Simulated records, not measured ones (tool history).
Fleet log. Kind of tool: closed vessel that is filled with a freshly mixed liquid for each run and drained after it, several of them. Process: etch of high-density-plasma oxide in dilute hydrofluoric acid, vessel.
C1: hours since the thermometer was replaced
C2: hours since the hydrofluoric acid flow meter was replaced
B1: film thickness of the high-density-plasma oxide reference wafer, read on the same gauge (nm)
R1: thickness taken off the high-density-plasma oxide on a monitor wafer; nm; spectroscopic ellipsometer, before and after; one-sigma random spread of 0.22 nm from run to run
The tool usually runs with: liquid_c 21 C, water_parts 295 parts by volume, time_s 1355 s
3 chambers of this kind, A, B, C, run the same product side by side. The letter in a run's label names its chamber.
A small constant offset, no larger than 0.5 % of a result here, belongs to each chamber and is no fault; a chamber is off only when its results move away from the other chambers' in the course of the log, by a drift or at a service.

Run 1B, hour 9.2: usual settings; C1 1584.8; C2 1769.4; B1 109.94. Result: R1 22.7420 nm.
Run 2C, hour 23.7: usual settings; C1 1117.9; C2 1000.1; B1 110.05. Result: R1 22.7750 nm.
Run 3A, hour 33.0: usual settings; C1 1835.5; C2 316.5; B1 109.96. Result: R1 22.7320 nm.
Run 4C, hour 41.5: usual settings; C1 1135.7; C2 1017.9; B1 109.98. Result: R1 22.6650 nm.
At hour 46.0: chamber A: thermometer replaced.
Run 5A, hour 51.1: usual settings; C1 5.1; C2 334.6; B1 109.94. Result: R1 22.6170 nm.
Run 6B, hour 63.7: usual settings; C1 1639.3; C2 1823.9; B1 110.00. Result: R1 22.6990 nm.
At hour 70.3: chamber C: hydrofluoric acid flow meter replaced.
Run 7A, hour 74.4: usual settings; C1 28.4; C2 357.9; B1 110.03. Result: R1 22.3730 nm.
Run 8C, hour 88.6: usual settings; C1 1182.8; C2 18.3; B1 109.99. Result: R1 22.8050 nm.
Run 9B, hour 96.7: usual settings; C1 1672.3; C2 1856.9; B1 110.01. Result: R1 22.6010 nm.
Run 10A, hour 105.7: usual settings; C1 59.7; C2 389.2; B1 109.98. Result: R1 22.7040 nm.
Run 11B, hour 113.6: usual settings; C1 1689.2; C2 1873.8; B1 110.00. Result: R1 22.7850 nm.
Run 12C, hour 121.4: usual settings but water_parts 210 parts by volume, time_s 1945 s; C1 1215.6; C2 51.1; B1 109.98. Result: R1 49.4600 nm.
Run 13C, hour 133.1: usual settings but water_parts 210 parts by volume, time_s 1945 s; C1 1227.3; C2 62.8; B1 109.99. Result: R1 49.3510 nm.
Run 14B, hour 139.9: usual settings but water_parts 210 parts by volume, time_s 1945 s; C1 1715.5; C2 1900.1; B1 109.98. Result: R1 48.8480 nm.
Run 15A, hour 151.7: usual settings but liquid_c 24 C; C1 105.7; C2 435.2; B1 109.99. Result: R1 25.1980 nm.
Run 16B, hour 165.4: usual settings but liquid_c 24 C; C1 1741.0; C2 1925.6; B1 110.02. Result: R1 24.8940 nm.
Run 17A, hour 174.3: usual settings but liquid_c 24 C; C1 128.3; C2 457.8; B1 110.02. Result: R1 25.3030 nm.
Run 18C, hour 188.5: usual settings; C1 1282.7; C2 118.2; B1 109.98. Result: R1 22.7140 nm.
Run 19C, hour 201.7: usual settings; C1 1295.9; C2 131.4; B1 109.94. Result: R1 22.8450 nm.
Run 20A, hour 215.0: usual settings; C1 169.0; C2 498.5; B1 109.99. Result: R1 21.9890 nm.
Run 21B, hour 226.7: usual settings; C1 1802.3; C2 1986.9; B1 110.00. Result: R1 23.1980 nm.
Run 22B, hour 236.5: usual settings but liquid_c 25 C; C1 1812.1; C2 1996.7; B1 109.96. Result: R1 25.5930 nm.
Run 23C, hour 248.8: usual settings but liquid_c 25 C; C1 1343.0; C2 178.5; B1 110.00. Result: R1 25.8770 nm.
Run 24A, hour 261.9: usual settings but liquid_c 25 C; C1 215.9; C2 545.4; B1 110.01. Result: R1 25.2640 nm.
Run 25C, hour 276.0: usual settings; C1 1370.2; C2 205.7; B1 110.02. Result: R1 22.2960 nm.
Run 26B, hour 286.9: usual settings but water_parts 420 parts by volume, time_s 700 s; C1 1862.5; C2 2047.1; B1 109.98. Result: R1 7.4648 nm.
Run 27A, hour 297.7: usual settings but water_parts 420 parts by volume, time_s 700 s; C1 251.7; C2 581.2; B1 109.97. Result: R1 7.0438 nm.
Run 28C, hour 307.3: usual settings but water_parts 420 parts by volume, time_s 700 s; C1 1401.5; C2 237.0; B1 110.01. Result: R1 7.5419 nm.
Run 29A, hour 321.2: usual settings; C1 275.2; C2 604.7; B1 110.09. Result: R1 21.6100 nm.
Run 30B, hour 330.0: usual settings; C1 1905.6; C2 2090.2; B1 110.02. Result: R1 22.8530 nm.
Run 31A, hour 336.8: usual settings; C1 290.8; C2 620.3; B1 110.01. Result: R1 21.5730 nm.
Run 32C, hour 349.4: usual settings; C1 1443.6; C2 279.1; B1 110.04. Result: R1 23.0000 nm.
Run 33B, hour 363.8: usual settings; C1 1939.4; C2 2124.0; B1 110.03. Result: R1 22.9050 nm.
Run 34A, hour 374.2: usual settings; C1 328.2; C2 657.7; B1 109.99. Result: R1 21.4100 nm.
Run 35C, hour 382.5: usual settings; C1 1476.7; C2 312.2; B1 110.02. Result: R1 22.2700 nm.
Run 36B, hour 389.7: usual settings; C1 1965.3; C2 2149.9; B1 110.02. Result: R1 22.9040 nm.
At hour 396.4: chamber B: hydrofluoric acid flow meter replaced.
Run 37A, hour 398.2: usual settings; C1 352.2; C2 681.7; B1 109.99. Result: R1 21.3540 nm.
Run 38C, hour 404.5: usual settings; C1 1498.7; C2 334.2; B1 109.99. Result: R1 22.5070 nm.
Run 39B, hour 412.9: usual settings; C1 1988.5; C2 16.5; B1 110.00. Result: R1 22.3720 nm.
Run 40C, hour 426.7: usual settings but water_parts 405 parts by volume, time_s 915 s; C1 1520.9; C2 356.4; B1 110.01. Result: R1 10.0130 nm.
Run 41B, hour 433.6: usual settings but water_parts 405 parts by volume, time_s 915 s; C1 2009.2; C2 37.2; B1 110.00. Result: R1 10.1590 nm.

Which is it: a chamber that has drifted or been left off by a service, a gauge drift common to all chambers, or only each chamber's usual small offset? If a chamber is off, name it and its likeliest cause.

It is chamber A that slowly wanders off from its peers.
What lies behind it: hydrofluoric acid flow below the setpoint (%) = 5.63.
The log might look much the same if the cause were instead: liquid colder than its thermometer reads (K).

Below are 4 candidate recipes for chamber A's next run, each the usual settings with a change, their results shown as question marks. Which of them brings A's results back in line with what the other chambers give on the usual settings?
A result is in line if it is within this distance of the other chambers' mean on the usual settings: R1 0.7700 nm
Run 42A-1, hour 444.0: usual settings but water_parts 305 parts by volume, time_s 1310 s. Result: R1 ?.
Run 42A-2, hour 444.0: usual settings but water_parts 315 parts by volume, time_s 1260 s. Result: R1 ?.
Run 42A-3, hour 444.0: usual settings but water_parts 285 parts by volume, time_s 1400 s. Result: R1 ?.
Run 42A-4, hour 444.0: usual settings but liquid_c 25.5 C. Result: R1 ?.

Average result of the remaining chambers running the usual settings: R1 22.6610 nm
  run       R1
42A-1  19.3710
42A-2  17.8590
42A-3  22.6120
42A-4  24.4180
42A-3 is the one that brings the chamber's results back in line with the other chambers.

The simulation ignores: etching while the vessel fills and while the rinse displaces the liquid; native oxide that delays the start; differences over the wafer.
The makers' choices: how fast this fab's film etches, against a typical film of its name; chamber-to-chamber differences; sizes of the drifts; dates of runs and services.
